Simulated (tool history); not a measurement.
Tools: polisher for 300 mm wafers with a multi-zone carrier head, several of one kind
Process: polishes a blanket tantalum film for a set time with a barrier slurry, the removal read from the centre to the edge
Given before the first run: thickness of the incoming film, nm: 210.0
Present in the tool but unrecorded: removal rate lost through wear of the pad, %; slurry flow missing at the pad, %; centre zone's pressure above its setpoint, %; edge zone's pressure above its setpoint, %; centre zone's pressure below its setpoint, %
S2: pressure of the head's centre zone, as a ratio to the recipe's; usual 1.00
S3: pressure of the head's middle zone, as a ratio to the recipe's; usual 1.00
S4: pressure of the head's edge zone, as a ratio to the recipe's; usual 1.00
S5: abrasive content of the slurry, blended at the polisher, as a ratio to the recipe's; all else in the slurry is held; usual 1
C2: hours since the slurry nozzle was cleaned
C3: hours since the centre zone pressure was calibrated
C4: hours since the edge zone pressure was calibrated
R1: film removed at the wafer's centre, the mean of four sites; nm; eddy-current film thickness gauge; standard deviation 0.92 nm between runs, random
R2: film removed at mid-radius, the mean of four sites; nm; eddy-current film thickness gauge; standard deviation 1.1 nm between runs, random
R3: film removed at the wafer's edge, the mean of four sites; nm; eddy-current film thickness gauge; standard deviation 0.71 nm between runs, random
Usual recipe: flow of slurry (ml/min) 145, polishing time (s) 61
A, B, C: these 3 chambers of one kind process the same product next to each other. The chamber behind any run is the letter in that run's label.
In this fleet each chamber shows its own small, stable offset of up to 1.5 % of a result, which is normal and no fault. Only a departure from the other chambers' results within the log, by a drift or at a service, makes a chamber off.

{"hour": 2.3, "done": "chamber A: slurry nozzle cleaned"}
{"hour": 4.3, "done": "chamber B: slurry nozzle cleaned"}
{"run": "1B", "hour": 8.5, "flow of slurry (ml/min)": 145, "S2": 1.0, "S3": 1.0, "S4": 1.0, "S5": 1, "polishing time (s)": 61, "wafers polished on this pad": 582, "C2": 4.3, "C3": 355.4, "C4": 191.7, "R1": 80.638, "R2": 80.078, "R3": 78.954}
{"run": "2C", "hour": 16.0, "flow of slurry (ml/min)": 145, "S2": 1.0, "S3": 1.0, "S4": 1.0, "S5": 1, "polishing time (s)": 61, "wafers polished on this pad": 361, "C2": 102.6, "C3": 61.9, "C4": 275.5, "R1": 80.11, "R2": 80.557, "R3": 80.434}
{"run": "3A", "hour": 23.3, "flow of slurry (ml/min)": 145, "S2": 1.0, "S3": 1.0, "S4": 1.0, "S5": 1, "polishing time (s)": 61, "wafers polished on this pad": 894, "C2": 21.0, "C3": 262.1, "C4": 371.3, "R1": 81.75, "R2": 79.919, "R3": 81.788}
{"run": "4A", "hour": 28.0, "flow of slurry (ml/min)": 145, "S2": 1.0, "S3": 1.0, "S4": 1.0, "S5": 1, "polishing time (s)": 61, "wafers polished on this pad": 941, "C2": 25.7, "C3": 266.8, "C4": 376.0, "R1": 81.026, "R2": 80.169, "R3": 81.001}
{"run": "5C", "hour": 33.7, "flow of slurry (ml/min)": 145, "S2": 1.0, "S3": 1.0, "S4": 1.0, "S5": 1, "polishing time (s)": 61, "wafers polished on this pad": 539, "C2": 120.3, "C3": 79.6, "C4": 293.2, "R1": 79.944, "R2": 81.351, "R3": 81.507}
{"run": "6B", "hour": 39.6, "flow of slurry (ml/min)": 145, "S2": 1.0, "S3": 1.0, "S4": 1.0, "S5": 1, "polishing time (s)": 61, "wafers polished on this pad": 894, "C2": 35.4, "C3": 386.5, "C4": 222.8, "R1": 81.32, "R2": 80.381, "R3": 79.02}
{"run": "7A", "hour": 43.5, "flow of slurry (ml/min)": 145, "S2": 1.0, "S3": 1.0, "S4": 1.0, "S5": 1, "polishing time (s)": 61, "wafers polished on this pad": 1097, "C2": 41.2, "C3": 282.3, "C4": 391.5, "R1": 80.456, "R2": 81.525, "R3": 81.613}
{"run": "8B", "hour": 48.6, "flow of slurry (ml/min)": 145, "S2": 1.0, "S3": 1.0, "S4": 1.0, "S5": 1, "polishing time (s)": 61, "wafers polished on this pad": 984, "C2": 44.4, "C3": 395.5, "C4": 231.8, "R1": 81.166, "R2": 79.646, "R3": 80.493}
{"hour": 49.2, "done": "chamber B: worn pad replaced by a new one"}
{"run": "9C", "hour": 54.8, "flow of slurry (ml/min)": 145, "S2": 1.0, "S3": 1.0, "S4": 1.0, "S5": 1, "polishing time (s)": 61, "wafers polished on this pad": 750, "C2": 141.4, "C3": 100.7, "C4": 314.3, "R1": 77.131, "R2": 78.813, "R3": 79.656}
{"run": "10C", "hour": 59.1, "flow of slurry (ml/min)": 145, "S2": 1.0, "S3": 1.0, "S4": 1.0, "S5": 1, "polishing time (s)": 61, "wafers polished on this pad": 793, "C2": 145.7, "C3": 105.0, "C4": 318.6, "R1": 77.936, "R2": 77.619, "R3": 78.987}
{"run": "11A", "hour": 65.1, "flow of slurry (ml/min)": 145, "S2": 0.91, "S3": 1.0, "S4": 0.94, "S5": 1, "polishing time (s)": 61, "wafers polished on this pad": 1313, "C2": 62.8, "C3": 303.9, "C4": 413.1, "R1": 74.49, "R2": 82.454, "R3": 78.469}
{"run": "12B", "hour": 71.0, "flow of slurry (ml/min)": 145, "S2": 0.91, "S3": 1.0, "S4": 0.94, "S5": 1, "polishing time (s)": 61, "wafers polished on this pad": 219, "C2": 66.8, "C3": 417.9, "C4": 254.2, "R1": 73.203, "R2": 79.396, "R3": 76.154}
{"run": "13A", "hour": 76.4, "flow of slurry (ml/min)": 145, "S2": 0.91, "S3": 1.0, "S4": 0.94, "S5": 1, "polishing time (s)": 61, "wafers polished on this pad": 1426, "C2": 74.1, "C3": 315.2, "C4": 424.4, "R1": 70.916, "R2": 82.093, "R3": 78.772}
{"hour": 82.1, "done": "chamber A: worn pad replaced by a new one"}
{"run": "14C", "hour": 82.5, "flow of slurry (ml/min)": 145, "S2": 1.0, "S3": 1.0, "S4": 1.0, "S5": 1, "polishing time (s)": 61, "wafers polished on this pad": 1028, "C2": 169.1, "C3": 128.4, "C4": 342.0, "R1": 76.042, "R2": 78.936, "R3": 77.796}
{"run": "15B", "hour": 89.1, "flow of slurry (ml/min)": 145, "S2": 1.0, "S3": 1.0, "S4": 1.0, "S5": 1, "polishing time (s)": 61, "wafers polished on this pad": 400, "C2": 84.9, "C3": 436.0, "C4": 272.3, "R1": 80.458, "R2": 79.813, "R3": 80.743}
{"run": "16C", "hour": 95.0, "flow of slurry (ml/min)": 145, "S2": 1.0, "S3": 1.0, "S4": 1.0, "S5": 1, "polishing time (s)": 61, "wafers polished on this pad": 1153, "C2": 181.6, "C3": 140.9, "C4": 354.5, "R1": 76.929, "R2": 75.471, "R3": 77.047}
{"run": "17A", "hour": 102.3, "flow of slurry (ml/min)": 145, "S2": 1.0, "S3": 0.91, "S4": 0.9, "S5": 1, "polishing time (s)": 61, "wafers polished on this pad": 202, "C2": 100.0, "C3": 341.1, "C4": 450.3, "R1": 79.55, "R2": 73.564, "R3": 77.459}
{"hour": 104.7, "done": "chamber B: centre zone pressure recalibrated"}
{"run": "18B", "hour": 107.0, "flow of slurry (ml/min)": 145, "S2": 1.0, "S3": 0.91, "S4": 0.9, "S5": 1, "polishing time (s)": 61, "wafers polished on this pad": 579, "C2": 102.8, "C3": 2.3, "C4": 290.2, "R1": 82.276, "R2": 74.292, "R3": 75.921}
{"run": "19B", "hour": 111.3, "flow of slurry (ml/min)": 145, "S2": 1.0, "S3": 0.91, "S4": 0.9, "S5": 1, "polishing time (s)": 61, "wafers polished on this pad": 622, "C2": 107.1, "C3": 6.6, "C4": 294.5, "R1": 81.946, "R2": 72.661, "R3": 75.653}
{"run": "20A", "hour": 118.2, "flow of slurry (ml/min)": 145, "S2": 1.0, "S3": 1.0, "S4": 1.0, "S5": 1, "polishing time (s)": 61, "wafers polished on this pad": 361, "C2": 115.9, "C3": 357.0, "C4": 466.2, "R1": 79.702, "R2": 82.028, "R3": 80.004}
{"run": "21C", "hour": 126.3, "flow of slurry (ml/min)": 145, "S2": 1.0, "S3": 1.0, "S4": 1.0, "S5": 1, "polishing time (s)": 61, "wafers polished on this pad": 1466, "C2": 212.9, "C3": 172.2, "C4": 385.8, "R1": 73.394, "R2": 72.998, "R3": 72.548}
{"run": "22B", "hour": 132.1, "flow of slurry (ml/min)": 145, "S2": 1.0, "S3": 1.0, "S4": 1.0, "S5": 1, "polishing time (s)": 61, "wafers polished on this pad": 831, "C2": 127.9, "C3": 27.4, "C4": 315.3, "R1": 81.342, "R2": 81.032, "R3": 79.516}
{"run": "23C", "hour": 135.9, "flow of slurry (ml/min)": 145, "S2": 1.0, "S3": 1.0, "S4": 1.0, "S5": 1, "polishing time (s)": 61, "wafers polished on this pad": 1563, "C2": 222.5, "C3": 181.8, "C4": 395.4, "R1": 73.807, "R2": 73.705, "R3": 72.181}

What goes on in this fleet: one chamber off, a drifting gauge, or nothing beyond the chambers' own small offsets? Name the chamber and the cause, if any.

It is chamber C that slowly wanders off from its peers.
Likeliest cause: removal rate lost through wear of the pad, % = 9.69.
Not necessarily distinguishable in this log from: slurry flow missing at the pad, %.

Here are 4 candidates for chamber C's next run, each the usual settings with a change, their results left as question marks. Which one brings its results back in line with what the others give on the usual settings?
A result is in line if it is within this distance of the other chambers' mean on the usual settings: R1 3.300 nm; R2 4.000 nm; R3 2.500 nm
{"run": "24C-1", "hour": 142.1, "flow of slurry (ml/min)": 145, "S2": 1.0, "S3": 1.0, "S4": 1.0, "S5": 1, "polishing time (s)": 59, "R1": "?", "R2": "?", "R3": "?"}
{"run": "24C-2", "hour": 142.1, "flow of slurry (ml/min)": 145, "S2": 1.0, "S3": 1.0, "S4": 1.0, "S5": 1, "polishing time (s)": 63, "R1": "?", "R2": "?", "R3": "?"}
{"run": "24C-3", "hour": 142.1, "flow of slurry (ml/min)": 145, "S2": 0.99, "S3": 1.0, "S4": 1.0, "S5": 1, "polishing time (s)": 55, "R1": "?", "R2": "?", "R3": "?"}
{"run": "24C-4", "hour": 142.1, "flow of slurry (ml/min)": 145, "S2": 1.01, "S3": 1.0, "S4": 1.0, "S5": 1, "polishing time (s)": 67, "R1": "?", "R2": "?", "R3": "?"}

What the other chambers average on the usual settings: R1 80.945 nm; R2 80.330 nm; R3 80.270 nm
run=24C-1 R1=70.268 R2=70.631 R3=69.488
run=24C-2 R1=75.032 R2=75.419 R3=74.199
run=24C-3 R1=64.791 R2=65.846 R3=64.777
run=24C-4 R1=80.664 R2=80.203 R3=78.910
It is 24C-4 that realigns the chamber with its peers.
